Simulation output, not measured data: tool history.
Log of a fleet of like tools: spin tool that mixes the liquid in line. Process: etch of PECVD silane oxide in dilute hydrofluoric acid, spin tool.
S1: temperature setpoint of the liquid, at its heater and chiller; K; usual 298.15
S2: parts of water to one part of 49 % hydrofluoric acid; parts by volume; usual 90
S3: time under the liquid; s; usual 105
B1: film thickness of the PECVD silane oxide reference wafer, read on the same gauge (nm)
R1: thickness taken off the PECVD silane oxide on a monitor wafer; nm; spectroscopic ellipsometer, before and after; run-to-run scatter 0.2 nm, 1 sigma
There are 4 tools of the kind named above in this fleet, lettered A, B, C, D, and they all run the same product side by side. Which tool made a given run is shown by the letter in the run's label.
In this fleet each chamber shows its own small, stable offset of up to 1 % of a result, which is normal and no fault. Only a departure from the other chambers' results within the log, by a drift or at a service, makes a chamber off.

{"run": "1D", "hour": 9.0, "S1": 298.15, "S2": 90, "S3": 105, "B1": 100.06, "R1": 27.931}
{"run": "2B", "hour": 17.4, "S1": 298.15, "S2": 90, "S3": 105, "B1": 100.02, "R1": 27.917}
{"run": "3A", "hour": 26.1, "S1": 298.15, "S2": 90, "S3": 105, "B1": 99.939, "R1": 27.959}
{"run": "4C", "hour": 34.2, "S1": 298.15, "S2": 90, "S3": 105, "B1": 100.03, "R1": 27.871}
{"run": "5B", "hour": 41.7, "S1": 298.15, "S2": 90, "S3": 105, "B1": 99.997, "R1": 28.128}
{"run": "6D", "hour": 48.4, "S1": 298.15, "S2": 90, "S3": 105, "B1": 99.944, "R1": 27.526}
{"run": "7A", "hour": 57.4, "S1": 298.15, "S2": 90, "S3": 105, "B1": 99.989, "R1": 27.93}
{"run": "8C", "hour": 67.4, "S1": 298.15, "S2": 90, "S3": 105, "B1": 100.01, "R1": 28.038}
{"run": "9D", "hour": 75.8, "S1": 298.15, "S2": 90, "S3": 105, "B1": 100.02, "R1": 28.1}
{"run": "10C", "hour": 86.5, "S1": 298.15, "S2": 90, "S3": 105, "B1": 100.01, "R1": 28.113}
{"run": "11A", "hour": 96.9, "S1": 298.15, "S2": 90, "S3": 105, "B1": 100.06, "R1": 27.889}
{"run": "12B", "hour": 106.8, "S1": 298.15, "S2": 90, "S3": 105, "B1": 99.981, "R1": 28.394}
{"run": "13B", "hour": 117.3, "S1": 298.15, "S2": 90, "S3": 105, "B1": 99.985, "R1": 28.707}
{"run": "14C", "hour": 126.2, "S1": 298.15, "S2": 90, "S3": 105, "B1": 100.01, "R1": 28.243}
{"run": "15D", "hour": 134.3, "S1": 298.15, "S2": 90, "S3": 105, "B1": 100.01, "R1": 27.839}
{"run": "16A", "hour": 142.0, "S1": 298.15, "S2": 90, "S3": 105, "B1": 100.02, "R1": 27.876}
{"run": "17C", "hour": 150.5, "S1": 301.15, "S2": 90, "S3": 105, "B1": 99.98, "R1": 31.625}
{"run": "18A", "hour": 157.0, "S1": 301.15, "S2": 90, "S3": 105, "B1": 100.01, "R1": 30.964}
{"run": "19B", "hour": 164.1, "S1": 301.15, "S2": 90, "S3": 105, "B1": 100.02, "R1": 32.283}
{"run": "20D", "hour": 172.4, "S1": 301.15, "S2": 90, "S3": 105, "B1": 99.983, "R1": 31.395}
{"run": "21A", "hour": 184.5, "S1": 298.15, "S2": 70, "S3": 105, "B1": 99.925, "R1": 36.412}
{"run": "22C", "hour": 193.4, "S1": 298.15, "S2": 70, "S3": 105, "B1": 100.03, "R1": 36.926}
{"run": "23B", "hour": 199.3, "S1": 298.15, "S2": 70, "S3": 105, "B1": 100.04, "R1": 38.875}
{"run": "24D", "hour": 204.6, "S1": 298.15, "S2": 70, "S3": 105, "B1": 99.967, "R1": 36.972}
{"run": "25C", "hour": 213.9, "S1": 298.15, "S2": 90, "S3": 105, "B1": 100.03, "R1": 28.377}
{"run": "26B", "hour": 219.9, "S1": 298.15, "S2": 90, "S3": 105, "B1": 100, "R1": 29.453}
{"run": "27A", "hour": 229.5, "S1": 298.15, "S2": 90, "S3": 105, "B1": 100.02, "R1": 28.04}
{"run": "28D", "hour": 235.9, "S1": 298.15, "S2": 90, "S3": 105, "B1": 99.984, "R1": 27.896}
{"run": "29C", "hour": 241.6, "S1": 298.15, "S2": 90, "S3": 105, "B1": 100.04, "R1": 28.226}
{"run": "30A", "hour": 247.6, "S1": 298.15, "S2": 90, "S3": 105, "B1": 100.01, "R1": 28.301}
{"run": "31B", "hour": 256.9, "S1": 298.15, "S2": 90, "S3": 105, "B1": 99.962, "R1": 29.684}
{"run": "32D", "hour": 264.4, "S1": 298.15, "S2": 90, "S3": 105, "B1": 99.99, "R1": 28.201}

For the next run the whole fleet of 4 chambers uses the same settings. Give each chamber's results:
{"run": "33A", "hour": 273.3, "S1": 298.15, "S2": 90, "S3": 150, "R1": "?"}
{"run": "33B", "hour": 273.3, "S1": 298.15, "S2": 90, "S3": 150, "R1": "?"}
{"run": "33C", "hour": 273.3, "S1": 298.15, "S2": 90, "S3": 150, "R1": "?"}
{"run": "33D", "hour": 273.3, "S1": 298.15, "S2": 90, "S3": 150, "R1": "?"}

run=33A R1=39.865
run=33B R1=41.887
run=33C R1=40.255
run=33D R1=39.939
